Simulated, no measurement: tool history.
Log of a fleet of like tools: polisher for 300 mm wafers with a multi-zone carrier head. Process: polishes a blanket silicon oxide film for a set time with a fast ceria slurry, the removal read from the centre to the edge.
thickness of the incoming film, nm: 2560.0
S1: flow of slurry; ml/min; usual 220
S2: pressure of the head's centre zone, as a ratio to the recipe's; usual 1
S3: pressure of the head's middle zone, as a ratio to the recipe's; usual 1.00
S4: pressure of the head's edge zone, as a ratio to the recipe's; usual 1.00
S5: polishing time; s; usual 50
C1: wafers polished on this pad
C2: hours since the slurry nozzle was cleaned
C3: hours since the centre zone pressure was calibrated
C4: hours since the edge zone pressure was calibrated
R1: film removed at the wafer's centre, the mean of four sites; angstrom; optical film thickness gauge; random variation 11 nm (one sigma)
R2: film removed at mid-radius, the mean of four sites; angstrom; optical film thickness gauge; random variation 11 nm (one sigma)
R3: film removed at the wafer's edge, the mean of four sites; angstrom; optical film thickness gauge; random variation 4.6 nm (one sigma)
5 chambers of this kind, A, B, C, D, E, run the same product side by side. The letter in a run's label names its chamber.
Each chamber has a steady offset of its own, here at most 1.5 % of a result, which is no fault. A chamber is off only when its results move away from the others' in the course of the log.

run     day   S1  S2    S3    S4  S5   C1     C2     C3     C4      R1      R2      R3
      0.092  -- chamber E: worn pad replaced by a new one
 1A   0.333  220   1  1.00  1.00  50  314  224.9  724.1  368.0  7141.7  7190.9  7178.1
      0.471  -- chamber C: worn pad replaced by a new one
      0.621  -- chamber A: slurry nozzle cleaned
 2E   0.721  220   1  1.00  1.00  50  146  683.6   36.7  314.4  7236.8  7278.6  7157.3
 3C   1.204  220   1  1.00  1.00  50  170  126.8  780.3  363.0  7131.8  7208.7  7176.3
      1.250  -- chamber A: worn pad replaced by a new one
      1.283  -- chamber B: worn pad replaced by a new one
 4D   1.658  220   1  1.00  1.00  50  917  189.9  358.0  110.3  7310.2  7088.5  7151.1
 5B   2.138  220   1  1.00  1.00  50  198  300.0  179.3  498.7  7089.1  7024.7  7209.7
 6A   2.621  220   1  1.00  1.00  50  318   48.0  779.0  422.9  7159.8  7224.5  7103.3
      2.667  -- chamber D: worn pad replaced by a new one
      2.879  -- chamber E: worn pad replaced by a new one
 7C   2.971  220   1  1.00  1.00  50  579  169.2  822.7  405.4  7165.7  7134.8  7167.1
      3.133  -- chamber D: slurry nozzle cleaned
 8E   3.338  220   1  1.00  1.00  50  106  746.4   99.5  377.2  7278.5  7160.8  7172.6
      3.429  -- chamber C: centre zone pressure recalibrated
      3.538  -- chamber A: worn pad replaced by a new one
      3.662  -- chamber B: worn pad replaced by a new one
 9B   3.662  220   1  1.00  1.00  50    0  336.6  215.9  535.3  6954.0  7319.6  7072.8
10D   4.112  220   1  0.92  1.00  67  335   23.6  416.9  169.2  9898.5  8881.2  9608.5
11D   4.600  220   1  0.92  1.00  67  448   35.3  428.6  180.9  9640.6  9025.7  9738.4
      4.875  -- chamber E: slurry nozzle cleaned
12E   5.004  220   1  0.92  1.00  67  493    3.2  139.5  417.2  9641.1  9044.8  9591.1
      5.346  -- chamber C: worn pad replaced by a new one
13B   5.346  220   1  0.92  1.00  67  390  377.0  256.3  575.7  9499.4  8791.0  9449.7
      5.708  -- chamber E: worn pad replaced by a new one
14A   5.846  220   1  0.92  1.00  67  535  125.4  856.4  500.3  9491.7  8946.5  9557.2
15C   6.283  220   1  1.00  1.00  50  217  248.7   68.5  484.9  7113.8  7205.0  7179.0
      6.383  -- chamber B: worn pad replaced by a new one
      6.462  -- chamber A: worn pad replaced by a new one
16C   6.562  220   1  1.00  1.00  50  282  255.4   75.2  491.6  6985.9  7185.1  7264.7
      6.812  -- chamber D: worn pad replaced by a new one
      6.912  -- chamber B: edge zone pressure recalibrated
17D   6.979  220   1  1.00  1.00  50   38   92.4  485.7  238.0  7299.5  7289.5  7166.7
18A   7.217  220   1  1.00  0.93  50  175  158.3  889.3  533.2  7277.2  7250.0  6859.9
19B   7.475  220   1  1.00  0.93  50  253  428.1  307.4   13.5  6933.5  6900.1  6788.8
20E   7.946  220   1  1.00  0.93  50  518   73.8  210.1  487.8  7111.9  7309.2  6848.6
21D   8.242  220   1  1.00  0.93  50  331  122.7  516.0  268.3  7198.6  7063.7  7005.3
      8.471  -- chamber A: edge zone pressure recalibrated
      8.617  -- chamber D: centre zone pressure recalibrated
22E   8.617  220   1  1.00  0.93  50  673   89.9  226.2  503.9  7325.9  7236.6  6859.3
23B   9.050  220   1  1.00  1.00  50  618  465.9  345.2   51.3  6749.0  6904.9  6986.9
      9.067  -- chamber E: worn pad replaced by a new one
      9.075  -- chamber A: worn pad replaced by a new one
      9.075  -- chamber B: worn pad replaced by a new one
      9.092  -- chamber C: worn pad replaced by a new one
24A   9.417  220   1  1.00  1.00  50   79  211.1  942.1   22.7  7166.2  7319.9  7126.1
25C   9.712  220   1  1.00  1.00  50  144  331.0  150.8  567.2  7172.6  7398.6  7226.0
26A  10.150  220   1  1.00  1.00  50  249  228.7  959.7   40.3  7158.1  6970.6  7187.1
     10.379  -- chamber A: slurry nozzle cleaned
27C  10.562  220   1  1.00  1.00  50  341  351.4  171.2  587.6  7244.7  7157.5  7132.4
28D  10.896  220   1  1.00  1.00  50  945  186.4   54.7  332.0  7124.8  7086.2  7203.6
29B  11.262  220   1  1.00  1.00  50  507  519.0  398.3  104.4  6571.0  6727.0  6816.5
     11.408  -- chamber B: worn pad replaced by a new one
     11.554  -- chamber A: worn pad replaced by a new one
     11.629  -- chamber A: centre zone pressure recalibrated
     11.633  -- chamber D: slurry nozzle cleaned
     11.642  -- chamber D: worn pad replaced by a new one
30E  11.704  220   1  1.08  1.00  50  611  164.0  300.3  578.0  7166.0  7661.8  7019.1
31D  12.025  220   1  1.08  1.00  50   89    9.5   81.8  359.1  7152.5  7569.0  7283.1
32A  12.358  220   1  1.08  1.00  50  187   47.6   17.5   93.3  7345.9  7720.4  7186.1
33B  12.596  220   1  1.08  1.00  50  275  551.0  430.3  136.4  6670.6  7028.6  6758.8

Next, every chamber runs the same settings. What will each give?
34A  12.958  220   1  1.10  1.00  50                   ?   ?   ?
34B  12.958  220   1  1.10  1.00  50                   ?   ?   ?
34C  12.958  220   1  1.10  1.00  50                   ?   ?   ?
34D  12.958  220   1  1.10  1.00  50                   ?   ?   ?
34E  12.958  220   1  1.10  1.00  50                   ?   ?   ?

run      R1      R2      R3
34A  7028.9  7785.4  7146.2
34B  6386.7  7165.2  6836.1
34C  7274.0  7786.3  7098.5
34D  7115.5  7851.0  7218.4
34E  7353.0  7849.0  7098.5
